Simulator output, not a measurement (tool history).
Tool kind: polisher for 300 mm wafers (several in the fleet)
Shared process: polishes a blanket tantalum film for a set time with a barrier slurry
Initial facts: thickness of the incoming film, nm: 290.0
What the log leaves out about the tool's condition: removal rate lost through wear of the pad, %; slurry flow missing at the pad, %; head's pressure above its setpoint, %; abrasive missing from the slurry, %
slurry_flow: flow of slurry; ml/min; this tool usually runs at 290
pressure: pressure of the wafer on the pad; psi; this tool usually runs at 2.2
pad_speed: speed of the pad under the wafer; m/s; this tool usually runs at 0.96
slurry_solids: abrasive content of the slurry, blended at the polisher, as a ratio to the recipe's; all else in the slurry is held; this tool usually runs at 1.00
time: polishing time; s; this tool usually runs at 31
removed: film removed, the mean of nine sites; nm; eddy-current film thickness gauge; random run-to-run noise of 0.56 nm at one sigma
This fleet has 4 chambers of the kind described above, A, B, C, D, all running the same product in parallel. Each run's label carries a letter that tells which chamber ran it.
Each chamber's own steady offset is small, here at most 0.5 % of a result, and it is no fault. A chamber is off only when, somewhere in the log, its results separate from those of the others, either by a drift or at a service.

run,hour,slurry_flow,pressure,pad_speed,slurry_solids,time,wafers polished on this pad,hours since the slurry nozzle was cleaned,hours since the head pressure was calibrated,hours since the slurry blender was calibrated,removed
1D,6.5,290,2.2,0.96,1.00,31,504,83.6,633.7,70.7,49.976
# hour 8.3: chamber C: slurry nozzle cleaned
2C,10.5,290,2.2,0.96,1.00,31,863,2.2,487.4,316.8,50.509
# hour 14.6: chamber B: slurry nozzle cleaned
3B,16.5,290,2.2,0.96,1.00,31,248,1.9,198.0,117.6,50.833
# hour 20.0: chamber C: slurry blender recalibrated
4A,21.9,290,2.2,0.96,1.00,31,668,324.8,184.1,76.9,49.754
5C,26.5,290,2.2,0.96,1.00,31,1094,18.2,503.4,6.6,51.040
# hour 28.8: chamber D: worn pad replaced by a new one
6D,33.7,290,1.9,0.96,1.00,37,71,110.8,660.9,97.9,51.707
# hour 34.1: chamber C: worn pad replaced by a new one
7A,38.9,290,1.9,0.96,1.00,37,913,341.8,201.1,93.9,53.480
8B,46.5,290,1.9,0.96,1.00,37,680,31.9,228.0,147.6,52.555
9C,50.7,290,1.9,0.96,1.00,37,239,42.4,527.6,30.8,51.778
10A,57.1,290,2.2,0.96,1.00,31,1176,360.0,219.3,112.1,50.860
11D,63.6,290,2.2,0.96,1.00,31,502,140.7,690.8,127.8,50.687
12B,70.6,290,2.2,0.96,1.00,31,1028,56.0,252.1,171.7,50.204
13A,78.3,290,2.2,0.96,1.00,31,1481,381.2,240.5,133.3,49.919
14B,84.5,290,2.2,0.96,1.00,31,1228,69.9,266.0,185.6,50.218
# hour 84.9: chamber D: worn pad replaced by a new one
# hour 85.9: chamber B: worn pad replaced by a new one
15D,89.7,290,2.2,0.96,1.00,31,69,166.8,716.9,153.9,50.233
16C,94.6,290,2.2,1.08,0.85,31,872,86.3,571.5,74.7,54.347
17D,100.7,290,2.2,1.08,0.85,31,228,177.8,727.9,164.9,53.495
18C,106.1,290,2.2,1.08,0.85,31,1038,97.8,583.0,86.2,54.365
19B,114.0,290,2.2,1.08,0.85,31,405,99.4,295.5,215.1,54.460
20A,121.5,290,2.2,0.96,1.00,31,2104,424.4,283.7,176.5,49.483
21B,125.5,215,2.2,0.96,1.00,31,571,110.9,307.0,226.6,48.344
22D,129.9,215,2.2,0.96,1.00,31,649,207.0,757.1,194.1,48.243
# hour 134.9: chamber D: slurry nozzle cleaned
23C,135.7,215,2.2,0.96,1.00,31,1464,127.4,612.6,115.8,49.261
# hour 136.1: chamber C: worn pad replaced by a new one
# hour 139.3: chamber A: slurry blender recalibrated
24A,139.7,215,2.2,0.96,1.00,31,2366,442.6,301.9,0.4,46.924
25D,144.7,290,2.2,0.68,1.00,31,862,9.8,771.9,208.9,35.571
# hour 145.0: chamber D: worn pad replaced by a new one
26B,148.4,290,2.2,0.68,1.00,31,901,133.8,329.9,249.5,35.883
27C,152.2,290,2.2,0.68,1.00,31,232,143.9,629.1,132.3,35.459
28A,158.5,290,2.2,0.68,1.00,31,2637,461.4,320.7,19.2,35.226
29A,166.6,290,2.2,0.96,1.00,31,2754,469.5,328.8,27.3,49.011
30D,171.5,290,2.2,0.96,1.00,31,383,36.6,798.7,235.7,49.715
# hour 172.4: chamber B: worn pad replaced by a new one
31C,176.5,290,2.2,0.96,1.00,31,582,168.2,653.4,156.6,50.797
32B,181.0,290,2.2,0.80,1.00,38,124,166.4,362.5,282.1,50.851
33A,185.4,290,2.2,0.80,1.00,38,3025,488.3,347.6,46.1,50.636
34C,193.3,290,2.2,0.80,1.00,38,824,185.0,670.2,173.4,52.707
35B,197.1,290,2.2,0.80,1.00,38,356,182.5,378.6,298.2,51.192
36D,203.2,290,2.2,0.96,1.00,31,840,68.3,830.4,267.4,49.898
# hour 206.6: chamber D: worn pad replaced by a new one
37A,210.6,290,2.2,0.96,1.00,23,3388,513.5,372.8,71.3,35.761
38D,214.2,290,2.2,0.96,1.00,23,110,79.3,841.4,278.4,37.333
39C,220.4,290,2.2,0.96,1.00,23,1215,212.1,697.3,200.5,36.933
40B,227.4,290,2.2,0.96,1.00,23,793,212.8,408.9,328.5,37.225
# hour 230.0: chamber C: worn pad replaced by a new one
41C,235.1,290,2.2,0.96,1.00,31,73,226.8,712.0,215.2,49.219
42A,239.3,290,2.2,0.96,0.90,31,3802,542.2,401.5,100.0,46.019
43D,245.3,290,2.2,0.96,0.90,31,558,110.4,872.5,309.5,48.160

For the next run the whole fleet of 4 chambers uses the same settings. Give each chamber's results:
44A,251.1,290,2.2,0.96,1.00,31,,,,,?
44B,251.1,290,2.2,0.96,1.00,31,,,,,?
44C,251.1,290,2.2,0.96,1.00,31,,,,,?
44D,251.1,290,2.2,0.96,1.00,31,,,,,?

run,removed
44A,47.074
44B,49.723
44C,50.451
44D,50.791

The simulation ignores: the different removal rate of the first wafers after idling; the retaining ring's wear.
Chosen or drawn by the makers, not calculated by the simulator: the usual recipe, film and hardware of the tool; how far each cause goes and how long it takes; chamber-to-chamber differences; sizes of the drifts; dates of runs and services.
